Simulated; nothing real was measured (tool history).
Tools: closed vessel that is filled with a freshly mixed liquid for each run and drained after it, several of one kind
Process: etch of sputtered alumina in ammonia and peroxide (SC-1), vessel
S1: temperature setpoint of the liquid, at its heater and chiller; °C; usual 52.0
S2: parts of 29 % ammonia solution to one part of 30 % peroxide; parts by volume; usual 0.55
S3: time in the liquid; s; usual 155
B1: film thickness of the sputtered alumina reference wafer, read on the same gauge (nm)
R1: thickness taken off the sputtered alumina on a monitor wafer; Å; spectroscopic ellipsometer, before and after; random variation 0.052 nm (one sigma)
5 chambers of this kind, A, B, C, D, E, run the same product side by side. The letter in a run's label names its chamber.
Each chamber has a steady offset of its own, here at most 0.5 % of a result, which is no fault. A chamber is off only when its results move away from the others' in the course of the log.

run 1D hour=4.8 | S1=52.0 S2=0.55 S3=155 | B1=120.03 | R1=89.297
run 2A hour=11.0 | S1=52.0 S2=0.55 S3=155 | B1=119.98 | R1=89.355
run 3E hour=15.1 | S1=52.0 S2=0.55 S3=155 | B1=120.03 | R1=90.510
-- hour=15.9 chamber C: new drum of ammonia solution connected
run 4B hour=19.4 | S1=52.0 S2=0.55 S3=155 | B1=119.96 | R1=89.448
run 5C hour=22.8 | S1=52.0 S2=0.55 S3=155 | B1=119.98 | R1=89.527
run 6B hour=27.0 | S1=43.0 S2=0.70 S3=155 | B1=119.97 | R1=55.242
-- hour=28.8 chamber A: thermometer replaced
run 7C hour=31.8 | S1=43.0 S2=0.70 S3=155 | B1=119.98 | R1=55.397
run 8A hour=37.6 | S1=43.0 S2=0.70 S3=155 | B1=119.97 | R1=54.967
run 9D hour=41.9 | S1=43.0 S2=0.70 S3=155 | B1=120.03 | R1=55.708
run 10E hour=48.0 | S1=43.0 S2=0.70 S3=155 | B1=119.99 | R1=56.127
run 11D hour=54.4 | S1=52.0 S2=0.55 S3=155 | B1=120.00 | R1=90.328
run 12B hour=61.2 | S1=52.0 S2=0.55 S3=155 | B1=119.95 | R1=89.531
run 13C hour=66.0 | S1=48.0 S2=0.55 S3=105 | B1=119.96 | R1=48.584
-- hour=66.5 chamber C: ammonia flow meter replaced
-- hour=69.5 chamber C: thermometer replaced
run 14A hour=72.4 | S1=48.0 S2=0.55 S3=105 | B1=119.94 | R1=48.424
run 15E hour=77.4 | S1=48.0 S2=0.55 S3=105 | B1=120.00 | R1=49.048
-- hour=83.8 chamber E: new drum of ammonia solution connected
run 16B hour=84.1 | S1=48.0 S2=0.55 S3=105 | B1=119.96 | R1=49.261
run 17D hour=90.8 | S1=48.0 S2=0.55 S3=105 | B1=120.01 | R1=48.698
run 18A hour=96.0 | S1=52.0 S2=0.55 S3=155 | B1=119.98 | R1=89.335
run 19C hour=101.1 | S1=52.0 S2=0.55 S3=155 | B1=119.96 | R1=88.929
run 20E hour=106.0 | S1=52.0 S2=0.55 S3=155 | B1=119.99 | R1=90.454
run 21A hour=112.6 | S1=52.0 S2=0.55 S3=155 | B1=119.99 | R1=89.308
run 22C hour=118.6 | S1=58.5 S2=0.55 S3=155 | B1=120.01 | R1=126.380
run 23D hour=124.9 | S1=58.5 S2=0.55 S3=155 | B1=120.01 | R1=128.330
run 24E hour=129.2 | S1=58.5 S2=0.55 S3=155 | B1=120.06 | R1=126.970
run 25B hour=132.7 | S1=58.5 S2=0.55 S3=155 | B1=120.02 | R1=133.400
run 26C hour=137.2 | S1=58.5 S2=0.55 S3=155 | B1=119.94 | R1=126.330
run 27E hour=140.7 | S1=52.0 S2=0.55 S3=155 | B1=119.98 | R1=91.009
run 28D hour=145.7 | S1=52.0 S2=0.40 S3=75 | B1=120.02 | R1=42.196
run 29A hour=149.3 | S1=52.0 S2=0.40 S3=75 | B1=120.02 | R1=42.206
run 30B hour=155.6 | S1=52.0 S2=0.40 S3=75 | B1=120.01 | R1=45.275

What goes on in this fleet: one chamber off, a drifting gauge, or nothing beyond the chambers' own small offsets? Name the chamber and the cause, if any.

Chamber B drifts away from the others.
Cause: liquid hotter than its thermometer reads (K) = 1.3.

Here are 4 candidates for chamber B's next run, each the usual settings with a change, their results left as question marks. Which one brings its results back in line with what the others give on the usual settings?
In line means no further than this from the other chambers' mean on the usual settings: R1 1.800 Å
run 31B-1 hour=161.0 | S1=52.0 S2=0.55 S3=165 | R1=?
run 31B-2 hour=161.0 | S1=52.5 S2=0.55 S3=155 | R1=?
run 31B-3 hour=161.0 | S1=52.0 S2=0.55 S3=150 | R1=?
run 31B-4 hour=161.0 | S1=52.0 S2=0.25 S3=155 | R1=?

The other chambers' mean on the usual settings: R1 89.791 Å
run=31B-1 R1=102.270
run=31B-2 R1=98.733
run=31B-3 R1=92.969
run=31B-4 R1=89.150
31B-4 brings the chamber back in line.

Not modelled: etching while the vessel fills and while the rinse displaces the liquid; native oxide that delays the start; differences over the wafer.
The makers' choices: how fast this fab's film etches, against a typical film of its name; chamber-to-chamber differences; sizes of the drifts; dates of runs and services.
